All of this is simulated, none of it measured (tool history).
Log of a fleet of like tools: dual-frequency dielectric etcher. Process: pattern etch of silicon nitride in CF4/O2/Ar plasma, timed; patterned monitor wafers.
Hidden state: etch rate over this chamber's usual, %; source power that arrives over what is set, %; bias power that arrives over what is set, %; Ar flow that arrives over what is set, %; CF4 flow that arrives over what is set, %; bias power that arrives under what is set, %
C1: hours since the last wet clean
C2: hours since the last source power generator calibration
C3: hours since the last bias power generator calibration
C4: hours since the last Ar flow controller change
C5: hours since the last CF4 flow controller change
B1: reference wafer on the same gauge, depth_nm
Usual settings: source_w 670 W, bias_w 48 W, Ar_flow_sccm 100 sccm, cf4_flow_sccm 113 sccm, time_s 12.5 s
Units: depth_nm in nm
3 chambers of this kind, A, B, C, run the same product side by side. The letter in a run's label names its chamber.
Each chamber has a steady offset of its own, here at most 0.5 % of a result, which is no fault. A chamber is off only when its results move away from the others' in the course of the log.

run 1A hour=7.5 | source_w=670 bias_w=48 Ar_flow_sccm=100 cf4_flow_sccm=113 time_s=12.5 | C1=253.7 C2=1918.4 C3=1523.2 C4=2354.4 C5=2147.2 | B1=27.071 | depth_nm=30.689
run 2B hour=17.4 | source_w=670 bias_w=48 Ar_flow_sccm=100 cf4_flow_sccm=113 time_s=12.5 | C1=630.1 C2=518.9 C3=877.1 C4=1153.4 C5=1325.3 | B1=27.132 | depth_nm=30.639
-- hour=26.0 chamber C: wet clean of the chamber
run 3C hour=27.2 | source_w=670 bias_w=48 Ar_flow_sccm=100 cf4_flow_sccm=113 time_s=12.5 | C1=1.2 C2=3374.4 C3=4078.8 C4=490.5 C5=1975.4 | B1=27.131 | depth_nm=30.834
run 4C hour=38.8 | source_w=670 bias_w=48 Ar_flow_sccm=100 cf4_flow_sccm=113 time_s=12.5 | C1=12.8 C2=3386.0 C3=4090.4 C4=502.1 C5=1987.0 | B1=27.105 | depth_nm=30.857
run 5B hour=46.6 | source_w=670 bias_w=48 Ar_flow_sccm=100 cf4_flow_sccm=113 time_s=12.5 | C1=659.3 C2=548.1 C3=906.3 C4=1182.6 C5=1354.5 | B1=27.105 | depth_nm=30.667
run 6A hour=53.4 | source_w=670 bias_w=48 Ar_flow_sccm=100 cf4_flow_sccm=113 time_s=12.5 | C1=299.6 C2=1964.3 C3=1569.1 C4=2400.3 C5=2193.1 | B1=27.100 | depth_nm=30.815
-- hour=60.2 chamber B: wet clean of the chamber
run 7C hour=61.4 | source_w=670 bias_w=48 Ar_flow_sccm=100 cf4_flow_sccm=113 time_s=12.5 | C1=35.4 C2=3408.6 C3=4113.0 C4=524.7 C5=2009.6 | B1=27.096 | depth_nm=30.615
run 8B hour=72.5 | source_w=670 bias_w=48 Ar_flow_sccm=100 cf4_flow_sccm=113 time_s=12.5 | C1=12.4 C2=574.0 C3=932.2 C4=1208.5 C5=1380.4 | B1=27.065 | depth_nm=30.032
run 9A hour=78.7 | source_w=610 bias_w=48 Ar_flow_sccm=100 cf4_flow_sccm=113 time_s=16.0 | C1=324.9 C2=1989.6 C3=1594.4 C4=2425.6 C5=2218.4 | B1=27.105 | depth_nm=36.001
run 10C hour=86.3 | source_w=610 bias_w=48 Ar_flow_sccm=100 cf4_flow_sccm=113 time_s=16.0 | C1=60.3 C2=3433.5 C3=4137.9 C4=549.6 C5=2034.5 | B1=27.097 | depth_nm=36.550
run 11A hour=94.6 | source_w=610 bias_w=48 Ar_flow_sccm=100 cf4_flow_sccm=113 time_s=16.0 | C1=340.8 C2=2005.5 C3=1610.3 C4=2441.5 C5=2234.3 | B1=27.164 | depth_nm=35.802
run 12B hour=103.7 | source_w=670 bias_w=48 Ar_flow_sccm=100 cf4_flow_sccm=113 time_s=12.5 | C1=43.6 C2=605.2 C3=963.4 C4=1239.7 C5=1411.6 | B1=27.101 | depth_nm=30.460
run 13B hour=112.6 | source_w=670 bias_w=44 Ar_flow_sccm=90 cf4_flow_sccm=113 time_s=12.5 | C1=52.5 C2=614.1 C3=972.3 C4=1248.6 C5=1420.5 | B1=27.116 | depth_nm=29.600
run 14C hour=119.3 | source_w=670 bias_w=44 Ar_flow_sccm=90 cf4_flow_sccm=113 time_s=12.5 | C1=93.3 C2=3466.5 C3=4170.9 C4=582.6 C5=2067.5 | B1=27.071 | depth_nm=30.333
-- hour=120.6 chamber A: wet clean of the chamber
run 15A hour=127.5 | source_w=670 bias_w=44 Ar_flow_sccm=90 cf4_flow_sccm=113 time_s=12.5 | C1=6.9 C2=2038.4 C3=1643.2 C4=2474.4 C5=2267.2 | B1=27.055 | depth_nm=30.232
run 16A hour=135.5 | source_w=670 bias_w=48 Ar_flow_sccm=100 cf4_flow_sccm=113 time_s=12.5 | C1=14.9 C2=2046.4 C3=1651.2 C4=2482.4 C5=2275.2 | B1=27.179 | depth_nm=30.696
run 17C hour=145.8 | source_w=670 bias_w=48 Ar_flow_sccm=100 cf4_flow_sccm=113 time_s=12.5 | C1=119.8 C2=3493.0 C3=4197.4 C4=609.1 C5=2094.0 | B1=27.152 | depth_nm=30.711
run 18B hour=153.9 | source_w=670 bias_w=48 Ar_flow_sccm=100 cf4_flow_sccm=113 time_s=12.5 | C1=93.8 C2=655.4 C3=1013.6 C4=1289.9 C5=1461.8 | B1=27.090 | depth_nm=30.429
run 19C hour=164.1 | source_w=670 bias_w=48 Ar_flow_sccm=100 cf4_flow_sccm=113 time_s=12.5 | C1=138.1 C2=3511.3 C3=4215.7 C4=627.4 C5=2112.3 | B1=27.060 | depth_nm=30.668
-- hour=164.9 chamber A: source power generator calibrated
run 20A hour=176.6 | source_w=670 bias_w=48 Ar_flow_sccm=100 cf4_flow_sccm=113 time_s=12.5 | C1=56.0 C2=11.8 C3=1692.3 C4=2523.5 C5=2316.3 | B1=27.073 | depth_nm=30.368
run 21B hour=185.7 | source_w=670 bias_w=48 Ar_flow_sccm=100 cf4_flow_sccm=113 time_s=12.5 | C1=125.6 C2=687.2 C3=1045.4 C4=1321.7 C5=1493.6 | B1=27.085 | depth_nm=30.327
run 22B hour=192.2 | source_w=670 bias_w=48 Ar_flow_sccm=100 cf4_flow_sccm=113 time_s=12.5 | C1=132.1 C2=693.7 C3=1051.9 C4=1328.2 C5=1500.1 | B1=27.093 | depth_nm=30.440
run 23C hour=202.9 | source_w=670 bias_w=48 Ar_flow_sccm=100 cf4_flow_sccm=113 time_s=12.5 | C1=176.9 C2=3550.1 C3=4254.5 C4=666.2 C5=2151.1 | B1=27.105 | depth_nm=30.853
run 24A hour=210.8 | source_w=670 bias_w=48 Ar_flow_sccm=100 cf4_flow_sccm=113 time_s=12.5 | C1=90.2 C2=46.0 C3=1726.5 C4=2557.7 C5=2350.5 | B1=27.072 | depth_nm=30.540
run 25A hour=223.4 | source_w=670 bias_w=48 Ar_flow_sccm=100 cf4_flow_sccm=113 time_s=12.5 | C1=102.8 C2=58.6 C3=1739.1 C4=2570.3 C5=2363.1 | B1=27.094 | depth_nm=31.042
run 26B hour=231.0 | source_w=670 bias_w=48 Ar_flow_sccm=100 cf4_flow_sccm=113 time_s=12.5 | C1=170.9 C2=732.5 C3=1090.7 C4=1367.0 C5=1538.9 | B1=27.119 | depth_nm=30.182
run 27C hour=241.3 | source_w=670 bias_w=48 Ar_flow_sccm=100 cf4_flow_sccm=113 time_s=12.5 | C1=215.3 C2=3588.5 C3=4292.9 C4=704.6 C5=2189.5 | B1=27.090 | depth_nm=30.504
run 28C hour=250.8 | source_w=670 bias_w=48 Ar_flow_sccm=100 cf4_flow_sccm=113 time_s=12.5 | C1=224.8 C2=3598.0 C3=4302.4 C4=714.1 C5=2199.0 | B1=27.070 | depth_nm=30.702
run 29A hour=262.4 | source_w=670 bias_w=48 Ar_flow_sccm=100 cf4_flow_sccm=113 time_s=12.5 | C1=141.8 C2=97.6 C3=1778.1 C4=2609.3 C5=2402.1 | B1=27.047 | depth_nm=30.505
run 30B hour=270.1 | source_w=670 bias_w=48 Ar_flow_sccm=100 cf4_flow_sccm=113 time_s=9.5 | C1=210.0 C2=771.6 C3=1129.8 C4=1406.1 C5=1578.0 | B1=27.067 | depth_nm=23.221
run 31C hour=279.6 | source_w=670 bias_w=48 Ar_flow_sccm=100 cf4_flow_sccm=113 time_s=9.5 | C1=253.6 C2=3626.8 C3=4331.2 C4=742.9 C5=2227.8 | B1=27.057 | depth_nm=23.265
run 32A hour=285.8 | source_w=670 bias_w=48 Ar_flow_sccm=100 cf4_flow_sccm=113 time_s=9.5 | C1=165.2 C2=121.0 C3=1801.5 C4=2632.7 C5=2425.5 | B1=27.082 | depth_nm=23.318
run 33B hour=292.1 | source_w=670 bias_w=48 Ar_flow_sccm=100 cf4_flow_sccm=113 time_s=12.5 | C1=232.0 C2=793.6 C3=1151.8 C4=1428.1 C5=1600.0 | B1=27.103 | depth_nm=30.663
run 34B hour=299.9 | source_w=670 bias_w=48 Ar_flow_sccm=100 cf4_flow_sccm=113 time_s=12.5 | C1=239.8 C2=801.4 C3=1159.6 C4=1435.9 C5=1607.8 | B1=27.041 | depth_nm=30.367
run 35A hour=307.6 | source_w=670 bias_w=48 Ar_flow_sccm=100 cf4_flow_sccm=113 time_s=12.5 | C1=187.0 C2=142.8 C3=1823.3 C4=2654.5 C5=2447.3 | B1=27.072 | depth_nm=30.340
run 36C hour=313.9 | source_w=670 bias_w=48 Ar_flow_sccm=100 cf4_flow_sccm=113 time_s=12.5 | C1=287.9 C2=3661.1 C3=4365.5 C4=777.2 C5=2262.1 | B1=27.069 | depth_nm=31.040
run 37A hour=323.9 | source_w=670 bias_w=48 Ar_flow_sccm=100 cf4_flow_sccm=113 time_s=12.5 | C1=203.3 C2=159.1 C3=1839.6 C4=2670.8 C5=2463.6 | B1=27.140 | depth_nm=30.706
run 38B hour=329.5 | source_w=670 bias_w=48 Ar_flow_sccm=100 cf4_flow_sccm=113 time_s=12.5 | C1=269.4 C2=831.0 C3=1189.2 C4=1465.5 C5=1637.4 | B1=27.095 | depth_nm=30.400

Next, every chamber runs the same settings. What will each give?
run 39A hour=338.7 | source_w=670 bias_w=48 Ar_flow_sccm=100 cf4_flow_sccm=113 time_s=12.5 | depth_nm=?
run 39B hour=338.7 | source_w=670 bias_w=48 Ar_flow_sccm=100 cf4_flow_sccm=113 time_s=12.5 | depth_nm=?
run 39C hour=338.7 | source_w=670 bias_w=48 Ar_flow_sccm=100 cf4_flow_sccm=113 time_s=12.5 | depth_nm=?

run=39A depth_nm=30.837
run=39B depth_nm=30.625
run=39C depth_nm=30.692
